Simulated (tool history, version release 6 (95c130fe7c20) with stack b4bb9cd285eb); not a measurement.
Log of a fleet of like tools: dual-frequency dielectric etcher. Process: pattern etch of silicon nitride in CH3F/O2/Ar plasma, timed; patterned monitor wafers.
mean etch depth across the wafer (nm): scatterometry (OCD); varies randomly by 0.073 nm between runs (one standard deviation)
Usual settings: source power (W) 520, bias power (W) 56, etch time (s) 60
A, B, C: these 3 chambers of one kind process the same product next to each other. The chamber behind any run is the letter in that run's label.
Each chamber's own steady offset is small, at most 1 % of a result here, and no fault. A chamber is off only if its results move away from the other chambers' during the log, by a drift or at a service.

run    day  source power (W)  bias power (W)  etch time (s)  hours since the last wet clean  hours since the last source power generator calibration  hours since the last bias power generator calibration  read-back reference wafer on the same gauge, depth_nm  mean etch depth across the wafer (nm)
 1A  0.183               520              56             60                             369                                                   2320.9                                                 2626.4                                                 36.275                                 42.812
 2B  0.354               520              56             60                           283.7                                                   1464.4                                                  776.6                                                 36.272                                 42.939
 3C  0.521               520              56             60                           368.7                                                    921.2                                                   48.7                                                 36.269                                 42.851
 4B  0.712               520              56             60                           292.3                                                     1473                                                  785.2                                                 36.252                                 42.923
 5C  0.896               520              56             60                           377.7                                                    930.2                                                   57.7                                                 36.243                                 42.816
 6A  1.021               520              56             60                           389.1                                                     2341                                                 2646.5                                                 36.259                                 42.811
 7C  1.254               520              56             60                           386.3                                                    938.8                                                   66.3                                                 36.238                                 42.878
 8A  1.429               520              56             60                           398.9                                                   2350.8                                                 2656.3                                                 36.224                                 42.526
 9B  1.588               520              56             60                           313.3                                                     1494                                                  806.2                                                 36.227                                 42.933
10A  1.821               520              56             60                           408.3                                                   2360.2                                                 2665.7                                                 36.186                                 42.746
11C  1.938               520              56             60                           402.7                                                    955.2                                                   82.7                                                 36.177                                 42.882
12B  2.046               520              56             60                           324.3                                                     1505                                                  817.2                                                 36.174                                 42.839
13A   2.25               520              56             60                           418.6                                                   2370.5                                                   2676                                                 36.188                                 42.559
14C  2.433               520              56             60                           414.6                                                    967.1                                                   94.6                                                 36.174                                 42.748
15B  2.671               520              56             60                           339.3                                                     1520                                                  832.2                                                 36.152                                 42.913
16B  2.858               520              56             60                           343.8                                                   1524.5                                                  836.7                                                 36.139                                  42.85
17A  3.008               520              56             60                           436.8                                                   2388.7                                                 2694.2                                                 36.134                                 42.582
18C  3.229               520              56             60                           433.7                                                    986.2                                                  113.7                                                 36.124                                 42.643
19C  3.333               520              56             60                           436.2                                                    988.7                                                  116.2                                                 36.132                                 42.725
20A  3.458               520              56             60                           447.6                                                   2399.5                                                   2705                                                 36.092                                 42.573
21B  3.683               410              56             77                           363.6                                                   1544.3                                                  856.5                                                 36.101                                 50.161
     3.775  -- chamber A: wet clean of the chamber
22A  3.896               410              56             77                             2.9                                                     2410                                                 2715.5                                                 36.087                                 49.732
23B  4.021               410              56             77                           371.7                                                   1552.4                                                  864.6                                                 36.086                                 50.051
24C  4.229               520              56             60                           457.7                                                   1010.2                                                  137.7                                                 36.062                                 42.667
25C  4.458               520              56             60                           463.2                                                   1015.7                                                  143.2                                                 36.062                                 42.552

One chamber off, gauge drift, or nothing amiss beyond the chambers' own small offsets? If it is a chamber, which one, and what is the likeliest cause?

It is the gauge, not a chamber: its drift shows up in every chamber's results at once, and no chamber is off.
What lies behind it: gauge reads low (%) = 0.71.
